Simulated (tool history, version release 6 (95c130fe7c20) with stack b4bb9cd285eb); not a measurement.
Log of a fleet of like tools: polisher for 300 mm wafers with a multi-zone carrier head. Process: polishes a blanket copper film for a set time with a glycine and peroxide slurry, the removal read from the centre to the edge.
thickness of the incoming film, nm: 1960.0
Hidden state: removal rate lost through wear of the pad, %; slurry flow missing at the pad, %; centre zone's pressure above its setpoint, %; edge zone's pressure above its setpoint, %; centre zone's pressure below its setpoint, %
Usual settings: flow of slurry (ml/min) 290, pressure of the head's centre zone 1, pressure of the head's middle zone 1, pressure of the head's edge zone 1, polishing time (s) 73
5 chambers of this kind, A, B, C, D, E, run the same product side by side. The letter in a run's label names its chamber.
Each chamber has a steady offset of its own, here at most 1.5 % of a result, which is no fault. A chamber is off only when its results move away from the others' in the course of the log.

run,hour,flow of slurry (ml/min),pressure of the head's centre zone,pressure of the head's middle zone,pressure of the head's edge zone,polishing time (s),wafers polished on this pad,hours since the slurry nozzle was cleaned,hours since the centre zone pressure was calibrated,hours since the edge zone pressure was calibrated,film removed at the wafer's centre (angstrom),film removed at mid-radius (angstrom),film removed at the wafer's edge (angstrom)
# hour 5.6: chamber B: worn pad replaced by a new one
1E,7.3,290,1,1,1,73,1339,19.2,78.7,174.3,2923.8,2964.2,2930.9
2A,18.2,290,1,1,1,73,579,329.6,822,308.1,2983.2,2936.7,2993.6
# hour 20.5: chamber E: worn pad replaced by a new one
3D,30.1,290,1,1,1,73,1386,644.1,1386.4,837.3,2946.6,2908.3,2932.4
4C,43.4,290,1,1,1,73,705,131.1,167.8,141.6,2913,3011.8,2981.5
# hour 46.7: chamber D: worn pad replaced by a new one
5B,58,290,1,1,1,73,330,208.9,241.1,775.5,2985.4,2938.6,2953
6D,72.4,290,1,1,1,73,162,686.4,1428.7,879.6,2935.4,2978.2,3006.1
7E,83.3,290,1,0.94,1,73,395,95.2,154.7,250.3,2915.2,2790.8,2929.1
8A,96.7,290,1,0.94,1,73,1072,408.1,900.5,386.6,2982.2,2777.8,2971.6
# hour 100.9: chamber B: worn pad replaced by a new one
9B,111,290,1,0.94,1,73,63,261.9,294.1,828.5,2994.3,2776.3,2978.1
10C,124.3,290,1,0.94,1,73,1214,212,248.7,222.5,2880.6,2798,2984.9
11D,136.1,290,1,0.94,1,73,562,750.1,1492.4,943.3,2936.4,2764.8,2969.5
# hour 136.2: chamber A: worn pad replaced by a new one
# hour 138.1: chamber D: centre zone pressure recalibrated
12B,144.5,290,1,1,1,73,274,295.4,327.6,862,2938,3051.6,2981.6
13C,151.8,290,1,1,1,73,1387,239.5,276.2,250,2922.6,2959.8,2928.3
# hour 155.5: chamber C: slurry nozzle cleaned
14A,160,290,1,1,1,73,149,471.4,963.8,449.9,2928.7,2967.5,3003.4
# hour 163.1: chamber D: slurry nozzle cleaned
# hour 169.9: chamber E: edge zone pressure recalibrated
15E,170,290,1,1,1,73,940,181.9,241.4,0.2,2934.7,2968.4,2977.6
16C,179.4,290,1,1,1,73,1561,23.9,303.8,277.6,2935.2,2989.5,2859.9
17A,194.8,290,1,1,1,73,368,506.2,998.6,484.7,2953.3,2967.4,2979.9
# hour 199.5: chamber A: slurry nozzle cleaned
# hour 204.1: chamber E: worn pad replaced by a new one
# hour 206.9: chamber B: worn pad replaced by a new one
18D,210.1,340,1,1,1,73,1028,47.1,72,1017.3,3027.5,2948.6,3014
19B,226.2,340,1,1,1,73,121,377.1,409.3,943.7,3056,2970.6,3040.1
# hour 227.8: chamber A: edge zone pressure recalibrated
20E,241.4,340,1,1,1,73,235,253.3,312.8,71.6,3023.8,3046.1,2996
21D,250.7,340,1,1,1,73,1283,87.7,112.6,1057.9,2993.9,2946.4,2933.8
22E,260.3,340,1,1,1,73,354,272.2,331.7,90.5,3003.3,3054,2974.7
# hour 274.2: chamber D: worn pad replaced by a new one
23C,276,195,1,0.95,1,73,2168,120.5,400.4,374.2,2662.4,2583.6,2742.2
24A,284.7,195,1,0.95,1,73,934,85.3,1088.5,57,2858.9,2677.3,2870.8
# hour 295.7: chamber B: worn pad replaced by a new one
25B,296.6,195,1,0.95,1,73,6,447.5,479.7,1014.1,2779.7,2708.3,2862.1
26D,305.5,195,1,0.95,1,73,197,142.5,167.4,1112.7,2743.2,2726,2872.2
27E,318.2,195,1,0.95,1,73,718,330.1,389.6,148.4,2781.5,2654.9,2889.6
28A,327.3,290,1,1,1,73,1202,127.9,1131.1,99.6,2970.8,2909.8,3025.6
29B,341.3,290,1,1,1,73,287,492.2,524.4,1058.8,2963.9,3020.4,2912.7
# hour 353.3: chamber B: slurry nozzle cleaned
30C,356.4,290,1,1,1,73,2674,200.9,480.8,454.6,2759,2771.6,2716.5
# hour 363.5: chamber A: worn pad replaced by a new one
31B,366.9,290,1,1,1,73,448,13.6,550,1084.4,2955.7,2987.4,2971.8
32D,378.6,290,1,1,1,73,657,215.6,240.5,1185.8,2830.5,3044.7,2952.4
# hour 382.8: chamber C: slurry nozzle cleaned
33A,391.3,290,1,1,1,73,174,191.9,1195.1,163.6,2989.5,2900.4,3016.8
# hour 399.9: chamber C: edge zone pressure recalibrated
34C,401.9,290,1,1,1,73,2960,19.2,526.3,2,2793.2,2786.5,2745.3
# hour 404.3: chamber B: worn pad replaced by a new one
35E,411.3,290,1,1,1,73,1304,423.2,482.7,241.5,2931.3,2985.1,2961
36A,421.4,290,1,1,1,73,364,222,1225.2,193.7,2939.7,2960.5,2995.2
37B,434.9,290,0.93,1,0.93,73,192,81.6,618,1152.4,2783.8,2904.9,2848.4

What goes on in this fleet: one chamber off, a drifting gauge, or nothing beyond the chambers' own small offsets? Name the chamber and the cause, if any.

Chamber C drifts away from the others.
Cause: removal rate lost through wear of the pad, % = 7.66.

Here are 4 candidates for chamber C's next run, each the usual settings with a change, their results left as question marks. Which one brings its results back in line with what the others give on the usual settings?
In line means no further than this from the other chambers' mean on the usual settings: film removed at the wafer's centre (angstrom) 130; film removed at mid-radius (angstrom) 130; film removed at the wafer's edge (angstrom) 93
38C-1,446.9,290,1,0.99,1.01,79,,,,,?,?,?
38C-2,446.9,290,1,1.01,0.99,67,,,,,?,?,?
38C-3,446.9,290,1,1,1,71,,,,,?,?,?
38C-4,446.9,290,1,1,1,75,,,,,?,?,?

The other chambers' mean on the usual settings: film removed at the wafer's centre (angstrom) 2954.8; film removed at mid-radius (angstrom) 2969.2; film removed at the wafer's edge (angstrom) 2969.8
run,film removed at the wafer's centre (angstrom),film removed at mid-radius (angstrom),film removed at the wafer's edge (angstrom)
38C-1,2938.4,2938.1,2960.5
38C-2,2492.4,2537.8,2484.1
38C-3,2641,2664.9,2646.6
38C-4,2789.8,2815.1,2795.7
38C-1 brings the chamber back in line.
